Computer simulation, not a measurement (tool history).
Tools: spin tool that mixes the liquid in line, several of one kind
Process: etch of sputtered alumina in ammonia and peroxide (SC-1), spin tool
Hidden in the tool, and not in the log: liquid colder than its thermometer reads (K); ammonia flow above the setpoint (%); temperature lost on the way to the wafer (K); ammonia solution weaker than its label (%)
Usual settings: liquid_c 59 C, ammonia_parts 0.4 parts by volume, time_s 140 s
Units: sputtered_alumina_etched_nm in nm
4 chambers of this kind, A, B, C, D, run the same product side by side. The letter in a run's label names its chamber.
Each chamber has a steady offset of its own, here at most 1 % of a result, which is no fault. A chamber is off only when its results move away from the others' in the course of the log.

run     day  liquid_c  ammonia_parts  time_s  hours since the thermometer was replaced  hours since the ammonia flow meter was replaced  hours since the heated supply line was repaired  hours since the drum of ammonia solution was connected  read-back film thickness of the sputtered alumina reference wafer, read on the same gauge (nm)  sputtered_alumina_etched_nm
 1D   0.171        59            0.4     140                                    1300.7                                           1239.9                                           1267.5                                                   129.8                                                                                          109.98                       9.6049
 2A   0.462        59            0.4     140                                     426.6                                            687.7                                           2172.9                                                   352.5                                                                                          110.01                       9.5145
 3B   0.712        59            0.4     140                                    2357.7                                            938.4                                              271                                                   386.5                                                                                          109.97                       9.6292
 4C   0.946        59            0.4     140                                     439.3                                             40.6                                           1278.7                                                    72.2                                                                                          109.99                       9.4998
 5B   1.225        59            0.4     140                                      2370                                            950.7                                            283.3                                                   398.8                                                                                          109.99                       9.6308
 6A   1.508        59            0.4     140                                     451.7                                            712.8                                             2198                                                   377.6                                                                                          110.02                       9.4963
 7D   1.733        52            0.4      80                                    1338.2                                           1277.4                                             1305                                                   167.3                                                                                          110.01                       3.7628
 8C   1.879        52            0.4      80                                     461.7                                               63                                           1301.1                                                    94.6                                                                                          109.99                       3.7464
 9C   2.112        52            0.4      80                                     467.3                                             68.6                                           1306.7                                                   100.2                                                                                             110                       3.7663
10A   2.317        52            0.4      80                                     471.1                                            732.2                                           2217.4                                                     397                                                                                          109.97                       3.8048
11D   2.467        59            0.4     140                                    1355.8                                             1295                                           1322.6                                                   184.9                                                                                          109.98                       9.5793
12B   2.738        59            0.4     140                                    2406.3                                              987                                            319.6                                                   435.1                                                                                          109.97                       9.6812
13D   2.929        59            0.4     140                                    1366.9                                           1306.1                                           1333.7                                                     196                                                                                          110.03                       9.6051
14B   3.171        59            0.4     140                                    2416.7                                            997.4                                              330                                                   445.5                                                                                          109.97                       9.7488
15C   3.471        59            0.4     140                                     499.9                                            101.2                                           1339.3                                                   132.8                                                                                          109.98                       9.4265
16A   3.633        59            0.4     140                                     502.7                                            763.8                                             2249                                                   428.6                                                                                          110.03                       9.5658
17C   3.904        67            0.6     140                                     510.3                                            111.6                                           1349.7                                                   143.2                                                                                          110.02                       14.643
18A   4.042        67            0.6     140                                     512.5                                            773.6                                           2258.8                                                   438.4                                                                                          110.03                       14.712
      4.238  -- chamber B: new drum of ammonia solution connected
19D   4.242        67            0.6     140                                    1398.4                                           1337.6                                           1365.2                                                   227.5                                                                                             110                        14.86
      4.483  -- chamber B: ammonia flow meter replaced
20B   4.558        67            0.6     140                                      2450                                              1.9                                            363.3                                                     7.8                                                                                          110.02                       14.939
21C   4.842        59            0.4     140                                     532.8                                            134.1                                           1372.2                                                   165.7                                                                                          109.97                       9.4479
22B   5.146        59            0.4     140                                    2464.1                                               16                                            377.4                                                    21.9                                                                                          110.01                       9.6497
23A   5.421        59            0.4     140                                     545.6                                            806.7                                           2291.9                                                   471.5                                                                                          109.99                       9.5815
24D   5.654        59            0.4     140                                    1432.3                                           1371.5                                           1399.1                                                   261.4                                                                                          109.98                       9.5707
25C   5.929        59            0.4      95                                     558.9                                            160.2                                           1398.3                                                   191.8                                                                                          109.99                       6.3997
26A   6.171        59            0.4      95                                     563.6                                            824.7                                           2309.9                                                   489.5                                                                                          109.97                       6.4571
27B   6.433        59            0.4      95                                      2495                                             46.9                                            408.3                                                    52.8                                                                                             110                       6.5651
28D   6.588        59            0.4      95                                    1454.7                                           1393.9                                           1421.5                                                   283.8                                                                                          109.98                       6.4779
29C   6.821        59            0.4     140                                     580.3                                            181.6                                           1419.7                                                   213.2                                                                                          109.99                       9.3709
30B   7.033        59            0.4     140                                    2509.4                                             61.3                                            422.7                                                    67.2                                                                                          109.98                       9.6673
31D   7.192        59            0.4     140                                    1469.2                                           1408.4                                             1436                                                   298.3                                                                                          110.01                       9.6486
32A   7.454        59            0.4     140                                     594.4                                            855.5                                           2340.7                                                   520.3                                                                                          110.03                       9.5516
33B     7.6        59            0.4     140                                      2523                                             74.9                                            436.3                                                    80.8                                                                                          109.99                       9.6614
34D   7.829        59            0.4     140                                    1484.5                                           1423.7                                           1451.3                                                   313.6                                                                                             110                       9.5818
      7.838  -- chamber D: new drum of ammonia solution connected
35C   8.112        59            0.4     140                                     611.3                                            212.6                                           1450.7                                                   244.2                                                                                          110.02                       9.3715
36A   8.308        59            0.4     140                                     614.9                                              876                                           2361.2                                                   540.8                                                                                          109.99                       9.5283
37D   8.575        59            0.4     140                                    1502.4                                           1441.6                                           1469.2                                                    17.8                                                                                             110                       9.6353
38C   8.717        59            0.4      70                                     625.8                                            227.1                                           1465.2                                                   258.7                                                                                          109.98                       4.6529
39B   8.996        59            0.4      70                                    2556.5                                            108.4                                            469.8                                                   114.3                                                                                             110                       4.8292
40A   9.254        59            0.4      70                                     637.6                                            898.7                                           2383.9                                                   563.5                                                                                          110.02                       4.7661
41A   9.438        59            0.4      70                                       642                                            903.1                                           2388.3                                                   567.9                                                                                          109.99                        4.768
42B   9.692        59            0.4     140                                    2573.2                                            125.1                                            486.5                                                     131                                                                                          109.99                       9.6667
43D   9.862        59            0.4     140                                    1533.3                                           1472.5                                           1500.1                                                    48.7                                                                                             110                       9.5216
44C  10.038        63            0.5     140                                     657.5                                            258.8                                           1496.9                                                   290.4                                                                                          109.97                       11.639

What goes on in this fleet: one chamber off, a drifting gauge, or nothing beyond the chambers' own small offsets? Name the chamber and the cause, if any.

Chamber C drifts away from the others.
Cause: liquid colder than its thermometer reads (K) = 0.541.
The log may not tell that from: temperature lost on the way to the wafer (K).

Here are 4 candidates for chamber C's next run, each the usual settings with a change, their results left as question marks. Which one brings its results back in line with what the others give on the usual settings?
In line means no further than this from the other chambers' mean on the usual settings: sputtered_alumina_etched_nm 0.12 nm
45C-1  10.267        59           0.35     140                                                                                                                                                                                                                                                                                                                                ?
45C-2  10.267        59           0.45     140                                                                                                                                                                                                                                                                                                                                ?
45C-3  10.267        59           0.55     140                                                                                                                                                                                                                                                                                                                                ?
45C-4  10.267        59            0.4     135                                                                                                                                                                                                                                                                                                                                ?

The other chambers' mean on the usual settings: sputtered_alumina_etched_nm 9.587 nm
  run  sputtered_alumina_etched_nm
45C-1                       9.1789
45C-2                       9.4008
45C-3                       9.5815
45C-4                       8.9642
45C-3 brings the chamber back in line.
